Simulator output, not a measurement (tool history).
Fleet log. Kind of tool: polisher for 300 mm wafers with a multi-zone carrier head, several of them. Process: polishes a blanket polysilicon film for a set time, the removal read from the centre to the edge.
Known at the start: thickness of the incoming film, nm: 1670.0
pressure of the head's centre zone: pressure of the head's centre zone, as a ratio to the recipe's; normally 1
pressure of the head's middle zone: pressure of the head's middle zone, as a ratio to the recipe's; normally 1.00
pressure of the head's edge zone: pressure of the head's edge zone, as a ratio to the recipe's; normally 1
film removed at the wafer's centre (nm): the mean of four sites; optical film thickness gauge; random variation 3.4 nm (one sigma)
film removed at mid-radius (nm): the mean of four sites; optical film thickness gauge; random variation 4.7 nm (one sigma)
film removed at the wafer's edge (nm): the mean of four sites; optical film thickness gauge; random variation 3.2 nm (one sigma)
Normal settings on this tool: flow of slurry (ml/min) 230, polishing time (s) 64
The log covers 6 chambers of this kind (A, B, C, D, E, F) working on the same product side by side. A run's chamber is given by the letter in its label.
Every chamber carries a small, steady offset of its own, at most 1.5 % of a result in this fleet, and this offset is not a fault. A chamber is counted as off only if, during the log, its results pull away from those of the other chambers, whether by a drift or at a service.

run,day,flow of slurry (ml/min),pressure of the head's centre zone,pressure of the head's middle zone,pressure of the head's edge zone,polishing time (s),wafers polished on this pad,hours since the slurry nozzle was cleaned,hours since the centre zone pressure was calibrated,hours since the edge zone pressure was calibrated,film removed at the wafer's centre (nm),film removed at mid-radius (nm),film removed at the wafer's edge (nm)
1B,0.425,230,1,1.00,1,64,913,625.8,856.1,203.2,421.11,428.29,430.35
2E,0.717,230,1,1.00,1,64,384,138.8,269.6,508.3,428.86,420.98,425.35
3D,1.042,230,1,1.00,1,64,352,474.9,299.5,234.7,421.82,421.09,430.87
# day 1.062: chamber F: edge zone pressure recalibrated
4C,1.292,230,1,1.00,1,64,266,367.6,50.4,660.0,425.66,425.84,420.91
5A,1.671,230,1,1.00,1,64,1177,336.0,1402.6,986.7,422.68,432.67,428.90
# day 1.971: chamber B: worn pad replaced by a new one
6F,2.142,230,1,1.00,1,64,553,73.4,189.5,25.9,426.53,420.23,425.36
7C,2.425,230,1,1.00,1,64,490,394.8,77.6,687.2,423.60,432.33,428.74
# day 2.550: chamber F: worn pad replaced by a new one
# day 2.688: chamber A: worn pad replaced by a new one
8E,2.754,230,1,1.00,1,64,786,187.7,318.5,557.2,420.66,424.62,425.84
9B,3.212,230,1,1.00,1,64,244,692.7,923.0,270.1,416.60,417.11,434.34
# day 3.350: chamber D: worn pad replaced by a new one
# day 3.538: chamber E: worn pad replaced by a new one
# day 3.546: chamber B: centre zone pressure recalibrated
10F,3.571,230,1,1.00,1,64,201,107.7,223.8,60.2,428.08,420.28,419.56
11D,4.000,230,1,1.00,1,64,128,545.9,370.5,305.7,428.73,424.81,434.17
12A,4.338,230,1,1.00,1,64,325,400.0,1466.6,1050.7,419.73,421.70,425.65
13F,4.633,230,1,1.00,1,64,410,133.2,249.3,85.7,425.94,426.86,423.14
# day 4.883: chamber A: centre zone pressure recalibrated
# day 4.996: chamber F: worn pad replaced by a new one
# day 5.083: chamber D: edge zone pressure recalibrated
14C,5.129,230,1,1.00,1,64,1022,459.7,142.5,752.1,428.50,431.21,427.19
15E,5.367,230,1,1.00,1,64,361,250.4,381.2,619.9,421.85,425.58,431.59
# day 5.417: chamber C: worn pad replaced by a new one
# day 5.671: chamber B: slurry nozzle cleaned
16A,5.746,230,1,1.00,1,72,603,433.8,20.7,1084.5,468.28,485.28,468.66
17D,6.138,230,1,1.00,1,72,549,597.2,421.8,25.3,484.80,468.10,485.35
18B,6.525,230,1,1.00,1,72,897,20.6,71.6,349.6,473.55,477.99,488.79
19C,6.904,230,1,1.00,1,72,293,502.3,185.1,794.7,477.16,476.19,484.95
20A,7.367,230,1,1.00,1,72,922,472.7,59.6,1123.4,468.08,475.78,474.75
# day 7.500: chamber C: edge zone pressure recalibrated
21B,7.654,230,1,1.00,1,72,1120,47.7,98.7,376.7,472.35,474.07,482.27
# day 7.704: chamber B: worn pad replaced by a new one
# day 7.804: chamber D: worn pad replaced by a new one
22E,8.012,230,1,1.00,1,64,882,313.9,444.7,683.4,427.96,427.65,430.34
# day 8.162: chamber F: worn pad replaced by a new one
23D,8.238,230,1,1.00,1,64,85,647.6,472.2,75.7,424.32,420.32,429.77
# day 8.388: chamber C: slurry nozzle cleaned
24F,8.521,230,1,1.00,1,64,70,226.5,342.6,179.0,426.87,423.38,427.35
# day 8.779: chamber E: worn pad replaced by a new one
25A,8.829,230,1,1.00,1,64,1211,507.8,94.7,1158.5,403.82,416.13,413.33
# day 9.075: chamber D: slurry nozzle cleaned
26B,9.242,230,1,1.00,1,64,303,85.8,136.8,414.8,424.46,419.54,437.72
# day 9.462: chamber E: slurry nozzle cleaned
27C,9.579,230,1,1.00,1,64,820,28.6,249.3,49.9,433.67,417.76,426.12
28F,9.946,230,1,1.00,1,64,351,260.7,376.8,213.2,425.62,420.68,424.60
# day 10.088: chamber A: worn pad replaced by a new one
29D,10.325,230,1,1.00,1,64,497,30.1,522.3,125.8,427.25,423.39,431.71
30E,10.638,230,1,1.00,1,64,366,28.2,507.7,746.4,421.55,424.50,427.91
# day 10.754: chamber F: worn pad replaced by a new one
31C,10.879,230,1,1.00,1,64,1076,59.8,280.5,81.1,427.20,429.47,426.25
32D,11.104,230,1,0.91,1,56,650,48.8,541.0,144.5,370.43,345.63,375.65
33F,11.500,230,1,0.91,1,56,147,298.0,414.1,250.5,367.91,348.78,373.38
34A,11.721,230,1,0.91,1,56,322,577.2,164.1,1227.9,355.02,335.12,363.70
# day 11.921: chamber C: worn pad replaced by a new one
35E,12.083,230,1,0.91,1,56,651,62.9,542.4,781.1,380.36,350.14,371.10
# day 12.308: chamber D: worn pad replaced by a new one
36B,12.321,230,1,0.91,1,56,910,159.7,210.7,488.7,366.49,343.11,376.54
37B,12.792,230,1,0.91,1,56,1002,171.0,222.0,500.0,368.77,337.07,380.54
# day 13.125: chamber C: centre zone pressure recalibrated
38A,13.204,230,1,1.00,1,64,614,612.8,199.7,1263.5,403.29,405.11,409.59
39D,13.654,230,1,1.00,1,64,265,110.0,602.2,205.7,426.06,424.73,426.87
# day 14.038: chamber F: worn pad replaced by a new one
40F,14.042,230,1,1.00,1,64,1,359.0,475.1,311.5,430.37,435.82,419.13
41C,14.350,230,1,1.00,1,64,478,143.1,29.4,164.4,427.96,430.09,428.56

Next, every chamber runs the same settings. What will each give?
42A,14.704,230,1,1.00,1,79,,,,,?,?,?
42B,14.704,230,1,1.00,1,79,,,,,?,?,?
42C,14.704,230,1,1.00,1,79,,,,,?,?,?
42D,14.704,230,1,1.00,1,79,,,,,?,?,?
42E,14.704,230,1,1.00,1,79,,,,,?,?,?
42F,14.704,230,1,1.00,1,79,,,,,?,?,?

run,film removed at the wafer's centre (nm),film removed at mid-radius (nm),film removed at the wafer's edge (nm)
42A,486.75,499.11,502.06
42B,527.68,523.55,523.02
42C,522.39,538.04,528.65
42D,531.50,530.96,534.04
42E,528.95,526.81,529.29
42F,526.12,528.11,516.77
